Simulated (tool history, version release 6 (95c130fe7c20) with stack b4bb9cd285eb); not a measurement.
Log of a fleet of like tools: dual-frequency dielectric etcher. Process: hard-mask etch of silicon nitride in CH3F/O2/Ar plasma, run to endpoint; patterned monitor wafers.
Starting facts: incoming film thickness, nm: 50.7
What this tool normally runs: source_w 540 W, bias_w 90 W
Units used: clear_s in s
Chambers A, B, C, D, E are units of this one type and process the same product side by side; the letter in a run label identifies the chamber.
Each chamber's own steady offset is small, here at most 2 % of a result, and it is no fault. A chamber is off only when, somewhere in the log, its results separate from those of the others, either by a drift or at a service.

run,hour,source_w,bias_w,clear_s
1E,5.7,540,90,60.436
# hour 8: chamber A: wet clean of the chamber
2C,11.8,540,90,61.746
3A,17,540,90,59.985
4D,21.8,540,90,60.242
5B,26.6,540,90,60.547
6C,29.7,440,80,69.354
7E,34,440,80,68.466
8D,37.1,440,80,67.967
9B,40.6,440,80,68.192
10A,44.4,440,80,67.913
11C,49.5,540,90,61.983
12E,53.1,540,90,60.553
13B,58,640,71,61.459
14D,63.1,640,71,61.559
15A,66.2,640,71,60.853
16C,71.4,640,71,62.993
17D,74.6,640,71,61.272
18E,81.3,540,90,60.347
19B,86.6,540,90,60.222
# hour 90.3: chamber E: wet clean of the chamber
20A,92.3,540,104,57.171
21C,96.6,540,104,58.472
22E,100.8,540,104,54.852
23B,104.5,540,104,57.45
24D,108,540,104,57.298
25A,112.1,620,103,54.561
26D,115.5,620,103,54.572
27B,119.4,620,103,54.967
28C,123.9,620,103,55.793
29A,128.6,620,103,54.55
30E,132.1,540,90,57.299
31E,138.7,540,90,57.396
32D,142.8,540,90,60.32
33A,149.5,540,90,60.304
34B,154.9,540,90,60.647
35C,159.6,540,90,61.772
36A,165.8,540,90,60.368

Which is it: a chamber that has drifted or been left off by a service, a gauge drift common to all chambers, or only each chamber's usual small offset? If a chamber is off, name it and its likeliest cause.

A service on chamber E put it out of line with the rest.
Likeliest cause: etch rate over this chamber's usual, % = 4.55.

Here are 4 candidates for chamber E's next run, each the usual settings with a change, their results left as question marks. Which one brings its results back in line with what the others give on the usual settings?
Allowed miss from the other chambers' usual-settings mean, per result, to count as in line: clear_s 0.78 s
37E-1,170.9,540,77,?
37E-2,170.9,540,70,?
37E-3,170.9,580,96,?
37E-4,170.9,620,101,?

Mean of the other chambers on the usual settings: clear_s 60.724 s
run,clear_s
37E-1,60.957
37E-2,62.93
37E-3,54.983
37E-4,52.672
It is 37E-1 that realigns the chamber with its peers.
